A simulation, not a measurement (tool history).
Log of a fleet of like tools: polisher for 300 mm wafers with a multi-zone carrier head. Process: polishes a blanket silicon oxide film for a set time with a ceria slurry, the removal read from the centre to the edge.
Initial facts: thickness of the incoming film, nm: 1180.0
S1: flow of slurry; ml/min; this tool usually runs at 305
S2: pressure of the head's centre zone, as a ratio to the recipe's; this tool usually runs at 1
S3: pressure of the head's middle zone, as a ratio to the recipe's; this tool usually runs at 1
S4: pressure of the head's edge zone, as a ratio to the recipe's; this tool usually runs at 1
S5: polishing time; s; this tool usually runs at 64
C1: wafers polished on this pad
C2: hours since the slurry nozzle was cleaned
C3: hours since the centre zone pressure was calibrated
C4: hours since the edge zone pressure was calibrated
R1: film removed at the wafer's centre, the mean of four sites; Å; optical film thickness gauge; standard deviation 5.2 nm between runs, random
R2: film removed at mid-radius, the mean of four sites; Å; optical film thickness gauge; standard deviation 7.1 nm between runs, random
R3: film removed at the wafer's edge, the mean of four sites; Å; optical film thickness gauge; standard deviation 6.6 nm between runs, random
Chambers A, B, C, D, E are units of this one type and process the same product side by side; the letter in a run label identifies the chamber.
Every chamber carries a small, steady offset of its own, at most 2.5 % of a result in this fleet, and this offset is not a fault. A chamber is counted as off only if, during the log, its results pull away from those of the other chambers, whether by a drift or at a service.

run   hour   S1    S2    S3    S4  S5    C1     C2      C3      C4      R1      R2      R3
 1A    2.6  305     1     1     1  64   553  408.4   125.3   894.4  4685.2  4648.2  4840.7
 2C    6.8  305     1     1     1  64   376  334.1   456.3   400.7  4729.2    4701  4719.9
 3B   10.9  305     1     1     1  64   927   13.7     116   580.5  4857.9  4591.3    4671
      11.2  -- chamber B: worn pad replaced by a new one
 4E   15.4  305     1     1     1  64  1212   56.1  1278.1   526.6  4640.9  4887.8  4686.2
      16.6  -- chamber A: worn pad replaced by a new one
 5D   20.1  305     1     1     1  64   261  269.5   342.4   147.2  4782.3  4690.9    4717
      21.7  -- chamber E: worn pad replaced by a new one
 6C     23  305     1     1     1  64   574  350.3   472.5   416.9  4752.8    4750  4813.6
 7E   26.9  305     1     1     1  64    64   67.6  1289.6   538.1  4821.6  4760.2  4782.1
      27.9  -- chamber D: slurry nozzle cleaned
 8B   32.2  350     1     1     1  64   257     35   137.3   601.8  4885.9  4801.4  4639.3
      35.8  -- chamber B: edge zone pressure recalibrated
 9A     37  350     1     1     1  64   249  442.8   159.7   928.8  4741.8  4696.7  4732.2
10D     40  350     1     1     1  64   505   12.1   362.3   167.1  4834.3  4738.5  4822.1
11B   43.5  350     1     1     1  64   395   46.3   148.6     7.8  4800.6  4752.6  4641.6
12E     46  350     1     1     1  64   298   86.7  1308.7   557.2  4820.8  4906.3  4762.6
13C   49.7  305     1     1     1  64   901    377   499.2   443.6  4740.1  4726.6  4745.5
14A   52.4  305     1     1     1  64   438  458.2   175.1   944.2  4749.2  4716.7  4693.8
15D   57.6  305     1     1     1  64   720   29.7   379.9   184.7  4735.3  4861.6  4777.5
16B   60.1  305     1     1     1  64   598   62.9   165.2    24.4  4809.5    4799    4607
17E   64.6  305     1     1     1  64   525  105.3  1327.3   575.8  4766.1  4852.7  4678.8
      66.2  -- chamber A: slurry nozzle cleaned
      67.2  -- chamber A: worn pad replaced by a new one
18A   68.8  305     1     1     1  64    19    2.7   191.5   960.6  4773.8  4759.7  4783.7
      71.2  -- chamber B: worn pad replaced by a new one
19D   71.6  305     1     1     1  64   892   43.7   393.9   198.7  4725.4  4732.5  4873.3
        75  -- chamber C: worn pad replaced by a new one
20C   75.8  305     1     1     1  64    10  403.1   525.3   469.7  4702.8  4802.5  4662.2
21E     81  305     1     1     1  64   726  121.7  1343.7   592.2  4749.4  4795.1  4702.4
22B   83.6  305     1     1  0.92  45   152   86.4   188.7    47.9    3385  3302.9  3184.9
23A   86.5  305     1     1  0.92  45   236   20.4   209.2   978.3  3299.5  3286.6  3195.1
      87.6  -- chamber C: centre zone pressure recalibrated
24C   91.1  305     1     1  0.92  45   198  418.4     3.6     485  3123.3  3420.1  3254.8
25D   94.3  305     1     1  0.92  45  1169   66.4   416.6   221.4  3398.4  3371.4  3290.5
26C   97.2  305     1     1  0.92  45   272  424.5     9.7   491.1  3124.9  3348.3  3313.3
27E  100.8  305     1     1     1  64   968  141.5  1363.5     612    4694  4788.4  4847.7
28B  103.7  305     1  1.06     1  64   398  106.5   208.8      68  4816.1  5026.8  4550.1
29D    107  305     1  1.06     1  64  1325   79.1   429.3   234.1  4687.4  4967.8  4807.7
30A  112.2  305     1  1.06     1  64   550   46.1   234.9    1004  4792.5    5025  4786.6
     116.7  -- chamber D: worn pad replaced by a new one
31B  117.4  305     1  1.06     1  64   566  120.2   222.5    81.7  4857.8  5074.2  4718.7
       120  -- chamber A: worn pad replaced by a new one
32C  120.2  305     1  1.06     1  64   554  447.5    32.7   514.1  4521.3  4902.7  4727.1
     120.6  -- chamber E: worn pad replaced by a new one
33D  122.9  305     1     1     1  64    76     95   445.2     250  4722.2  4805.4  4817.4
34A  126.6  360  1.05     1     1  64    81   60.5   249.3  1018.4  4990.3  4763.4  4823.7
35E  129.6  360  1.05     1     1  64   110  170.3  1392.3   640.8  5066.6  4915.9  4832.7
36B  134.8  360  1.05     1     1  64   779  137.6   239.9    99.1  5139.7  4708.1    4668
37E  138.4  360  1.05     1     1  64   218  179.1  1401.1   649.6    5008  4978.5  4730.5
38C  142.5  360  1.05     1     1  64   827  469.8      55   536.4  4790.3  4996.8  4787.6
39D  146.8  305     1     1     1  71   368  118.9   469.1   273.9  5225.8  5305.7  5355.4
40A  149.9  305     1     1     1  71   366   83.8   272.6  1041.7  5189.8  5189.1  5171.9
41C  152.9  305     1     1     1  71   954  480.2    65.4   546.8  4990.5    5323  5228.5

What goes on in this fleet: one chamber off, a drifting gauge, or nothing beyond the chambers' own small offsets? Name the chamber and the cause, if any.

A service left chamber C off against the others.
Cause: centre zone's pressure below its setpoint, % = 5.16.

Which of the 4 candidates below, each the usual settings with something changed and its results left as question marks, puts chamber C back in line with what the other chambers give on the usual settings?
Allowed miss from the other chambers' usual-settings mean, per result, to count as in line: R1 180 Å; R2 250 Å; R3 230 Å
42C-1  156.8  315  1.11  0.99  0.96  65                   ?   ?   ?
42C-2  156.8  300  0.95  1.01  1.02  64                   ?   ?   ?
42C-3  156.8  300   0.9  1.01  1.04  63                   ?   ?   ?
42C-4  156.8  310  1.05  0.99  0.98  64                   ?   ?   ?

Average result of the remaining chambers running the usual settings: R1 4738.5 Å; R2 4759.7 Å; R3 4736.8 Å
  run      R1      R2      R3
42C-1  5122.1  4776.6  4727.7
42C-2  4217.3  4770.6  4783.8
42C-3  3905.7  4697.2  4757.5
42C-4  4733.7  4696.9  4698.7
42C-4 is the one that brings the chamber's results back in line with the other chambers.
